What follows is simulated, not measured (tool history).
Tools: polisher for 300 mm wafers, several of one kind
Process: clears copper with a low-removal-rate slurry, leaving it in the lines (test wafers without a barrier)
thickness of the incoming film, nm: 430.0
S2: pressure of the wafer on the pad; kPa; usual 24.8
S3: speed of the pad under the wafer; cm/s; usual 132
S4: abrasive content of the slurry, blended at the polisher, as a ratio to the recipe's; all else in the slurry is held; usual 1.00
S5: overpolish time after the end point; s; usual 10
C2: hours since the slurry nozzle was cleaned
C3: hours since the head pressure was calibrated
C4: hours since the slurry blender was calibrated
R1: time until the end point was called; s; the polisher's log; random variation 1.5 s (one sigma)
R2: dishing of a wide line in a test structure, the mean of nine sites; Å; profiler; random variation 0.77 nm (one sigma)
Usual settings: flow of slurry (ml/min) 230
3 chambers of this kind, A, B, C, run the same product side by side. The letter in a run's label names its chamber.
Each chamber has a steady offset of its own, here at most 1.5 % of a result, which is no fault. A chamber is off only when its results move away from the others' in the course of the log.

{"hour": 0.4, "done": "chamber A: worn pad replaced by a new one"}
{"run": "1C", "hour": 10.5, "flow of slurry (ml/min)": 230, "S2": 24.8, "S3": 132, "S4": 1.0, "S5": 10, "wafers polished on this pad": 1168, "C2": 660.9, "C3": 473.5, "C4": 176.7, "R1": 83.066, "R2": 341.4}
{"run": "2A", "hour": 18.4, "flow of slurry (ml/min)": 230, "S2": 24.8, "S3": 132, "S4": 1.0, "S5": 10, "wafers polished on this pad": 201, "C2": 482.3, "C3": 145.6, "C4": 113.3, "R1": 82.461, "R2": 356.97}
{"hour": 19.9, "done": "chamber C: slurry blender recalibrated"}
{"run": "3B", "hour": 24.4, "flow of slurry (ml/min)": 230, "S2": 24.8, "S3": 132, "S4": 1.0, "S5": 10, "wafers polished on this pad": 481, "C2": 813.9, "C3": 778.7, "C4": 126.7, "R1": 82.332, "R2": 344.48}
{"hour": 31.8, "done": "chamber C: worn pad replaced by a new one"}
{"run": "4A", "hour": 37.6, "flow of slurry (ml/min)": 230, "S2": 24.8, "S3": 132, "S4": 1.0, "S5": 10, "wafers polished on this pad": 417, "C2": 501.5, "C3": 164.8, "C4": 132.5, "R1": 81.629, "R2": 343.61}
{"run": "5B", "hour": 50.6, "flow of slurry (ml/min)": 230, "S2": 24.8, "S3": 114, "S4": 1.0, "S5": 15, "wafers polished on this pad": 775, "C2": 840.1, "C3": 804.9, "C4": 152.9, "R1": 93.512, "R2": 442.43}
{"run": "6C", "hour": 59.1, "flow of slurry (ml/min)": 230, "S2": 24.8, "S3": 114, "S4": 1.0, "S5": 15, "wafers polished on this pad": 306, "C2": 709.5, "C3": 522.1, "C4": 39.3, "R1": 94.955, "R2": 428.66}
{"run": "7A", "hour": 70.4, "flow of slurry (ml/min)": 230, "S2": 24.8, "S3": 114, "S4": 1.0, "S5": 15, "wafers polished on this pad": 784, "C2": 534.3, "C3": 197.6, "C4": 165.3, "R1": 97.117, "R2": 424.12}
{"hour": 74.0, "done": "chamber B: worn pad replaced by a new one"}
{"run": "8B", "hour": 82.7, "flow of slurry (ml/min)": 230, "S2": 24.8, "S3": 132, "S4": 1.0, "S5": 10, "wafers polished on this pad": 98, "C2": 872.2, "C3": 837.0, "C4": 185.0, "R1": 82.351, "R2": 352.46}
{"hour": 89.6, "done": "chamber C: slurry nozzle cleaned"}
{"hour": 89.7, "done": "chamber B: slurry nozzle cleaned"}
{"run": "9C", "hour": 90.5, "flow of slurry (ml/min)": 230, "S2": 24.8, "S3": 132, "S4": 1.0, "S5": 10, "wafers polished on this pad": 658, "C2": 0.9, "C3": 553.5, "C4": 70.7, "R1": 79.48, "R2": 349.83}
{"run": "10B", "hour": 102.0, "flow of slurry (ml/min)": 230, "S2": 24.8, "S3": 132, "S4": 1.0, "S5": 10, "wafers polished on this pad": 314, "C2": 12.4, "C3": 856.3, "C4": 204.3, "R1": 84.429, "R2": 348.16}
{"hour": 107.3, "done": "chamber B: head pressure recalibrated"}
{"run": "11A", "hour": 114.2, "flow of slurry (ml/min)": 230, "S2": 24.8, "S3": 132, "S4": 1.0, "S5": 10, "wafers polished on this pad": 1275, "C2": 578.1, "C3": 241.4, "C4": 209.1, "R1": 83.447, "R2": 348.34}
{"run": "12C", "hour": 124.6, "flow of slurry (ml/min)": 230, "S2": 24.8, "S3": 132, "S4": 1.0, "S5": 10, "wafers polished on this pad": 1040, "C2": 35.0, "C3": 587.6, "C4": 104.8, "R1": 78.229, "R2": 347.43}
{"run": "13B", "hour": 134.2, "flow of slurry (ml/min)": 230, "S2": 24.8, "S3": 132, "S4": 1.0, "S5": 10, "wafers polished on this pad": 675, "C2": 44.6, "C3": 27.0, "C4": 236.5, "R1": 81.804, "R2": 345.94}
{"run": "14C", "hour": 141.6, "flow of slurry (ml/min)": 230, "S2": 32.4, "S3": 132, "S4": 1.0, "S5": 15, "wafers polished on this pad": 1230, "C2": 52.0, "C3": 604.6, "C4": 121.8, "R1": 63.294, "R2": 583.87}
{"hour": 145.3, "done": "chamber A: worn pad replaced by a new one"}
{"run": "15A", "hour": 149.1, "flow of slurry (ml/min)": 230, "S2": 32.4, "S3": 132, "S4": 1.0, "S5": 15, "wafers polished on this pad": 42, "C2": 613.0, "C3": 276.3, "C4": 244.0, "R1": 63.335, "R2": 598.35}
{"hour": 154.8, "done": "chamber B: slurry blender recalibrated"}
{"run": "16C", "hour": 160.8, "flow of slurry (ml/min)": 230, "S2": 32.4, "S3": 132, "S4": 1.0, "S5": 15, "wafers polished on this pad": 1445, "C2": 71.2, "C3": 623.8, "C4": 141.0, "R1": 59.639, "R2": 572.49}
{"hour": 162.0, "done": "chamber C: worn pad replaced by a new one"}
{"hour": 165.8, "done": "chamber B: worn pad replaced by a new one"}
{"run": "17A", "hour": 173.4, "flow of slurry (ml/min)": 230, "S2": 24.8, "S3": 132, "S4": 1.0, "S5": 10, "wafers polished on this pad": 315, "C2": 637.3, "C3": 300.6, "C4": 268.3, "R1": 80.599, "R2": 337.67}
{"run": "18B", "hour": 181.0, "flow of slurry (ml/min)": 230, "S2": 24.8, "S3": 132, "S4": 1.0, "S5": 10, "wafers polished on this pad": 170, "C2": 91.4, "C3": 73.8, "C4": 26.3, "R1": 81.421, "R2": 343.38}
{"run": "19B", "hour": 189.0, "flow of slurry (ml/min)": 230, "S2": 24.8, "S3": 132, "S4": 1.0, "S5": 10, "wafers polished on this pad": 260, "C2": 99.4, "C3": 81.8, "C4": 34.3, "R1": 80.79, "R2": 351.49}
{"run": "20C", "hour": 200.8, "flow of slurry (ml/min)": 230, "S2": 24.8, "S3": 132, "S4": 1.0, "S5": 10, "wafers polished on this pad": 435, "C2": 111.2, "C3": 663.8, "C4": 181.0, "R1": 81.506, "R2": 338.0}
{"run": "21A", "hour": 209.4, "flow of slurry (ml/min)": 230, "S2": 31.0, "S3": 132, "S4": 1.0, "S5": 10, "wafers polished on this pad": 718, "C2": 673.3, "C3": 336.6, "C4": 304.3, "R1": 66.719, "R2": 421.09}
{"hour": 219.3, "done": "chamber A: slurry nozzle cleaned"}
{"run": "22A", "hour": 222.6, "flow of slurry (ml/min)": 230, "S2": 31.0, "S3": 132, "S4": 1.0, "S5": 10, "wafers polished on this pad": 866, "C2": 3.3, "C3": 349.8, "C4": 317.5, "R1": 67.172, "R2": 409.52}
{"hour": 228.7, "done": "chamber A: slurry blender recalibrated"}
{"run": "23B", "hour": 234.1, "flow of slurry (ml/min)": 230, "S2": 31.0, "S3": 132, "S4": 1.0, "S5": 10, "wafers polished on this pad": 765, "C2": 144.5, "C3": 126.9, "C4": 79.4, "R1": 63.948, "R2": 412.63}
{"hour": 243.4, "done": "chamber C: slurry blender recalibrated"}
{"run": "24C", "hour": 244.2, "flow of slurry (ml/min)": 230, "S2": 24.8, "S3": 132, "S4": 1.0, "S5": 10, "wafers polished on this pad": 922, "C2": 154.6, "C3": 707.2, "C4": 0.9, "R1": 81.813, "R2": 349.11}
{"run": "25C", "hour": 256.1, "flow of slurry (ml/min)": 230, "S2": 24.8, "S3": 132, "S4": 1.0, "S5": 10, "wafers polished on this pad": 1055, "C2": 166.5, "C3": 719.1, "C4": 12.8, "R1": 81.135, "R2": 354.12}
{"hour": 263.9, "done": "chamber B: worn pad replaced by a new one"}
{"run": "26A", "hour": 266.0, "flow of slurry (ml/min)": 230, "S2": 24.8, "S3": 132, "S4": 0.75, "S5": 10, "wafers polished on this pad": 1352, "C2": 46.7, "C3": 393.2, "C4": 37.4, "R1": 85.27, "R2": 329.98}
{"run": "27B", "hour": 273.5, "flow of slurry (ml/min)": 230, "S2": 24.8, "S3": 132, "S4": 0.75, "S5": 10, "wafers polished on this pad": 108, "C2": 183.9, "C3": 166.3, "C4": 118.8, "R1": 88.588, "R2": 334.78}
{"run": "28B", "hour": 279.6, "flow of slurry (ml/min)": 230, "S2": 24.8, "S3": 132, "S4": 0.75, "S5": 10, "wafers polished on this pad": 176, "C2": 190.0, "C3": 172.4, "C4": 124.9, "R1": 84.234, "R2": 337.51}

All 3 chambers run these settings next. Forecast each chamber's results:
{"run": "29A", "hour": 289.2, "flow of slurry (ml/min)": 230, "S2": 24.8, "S3": 132, "S4": 1.0, "S5": 10, "R1": "?", "R2": "?"}
{"run": "29B", "hour": 289.2, "flow of slurry (ml/min)": 230, "S2": 24.8, "S3": 132, "S4": 1.0, "S5": 10, "R1": "?", "R2": "?"}
{"run": "29C", "hour": 289.2, "flow of slurry (ml/min)": 230, "S2": 24.8, "S3": 132, "S4": 1.0, "S5": 10, "R1": "?", "R2": "?"}

run=29A R1=84.310 R2=345.85
run=29B R1=82.935 R2=354.93
run=29C R1=81.310 R2=337.03
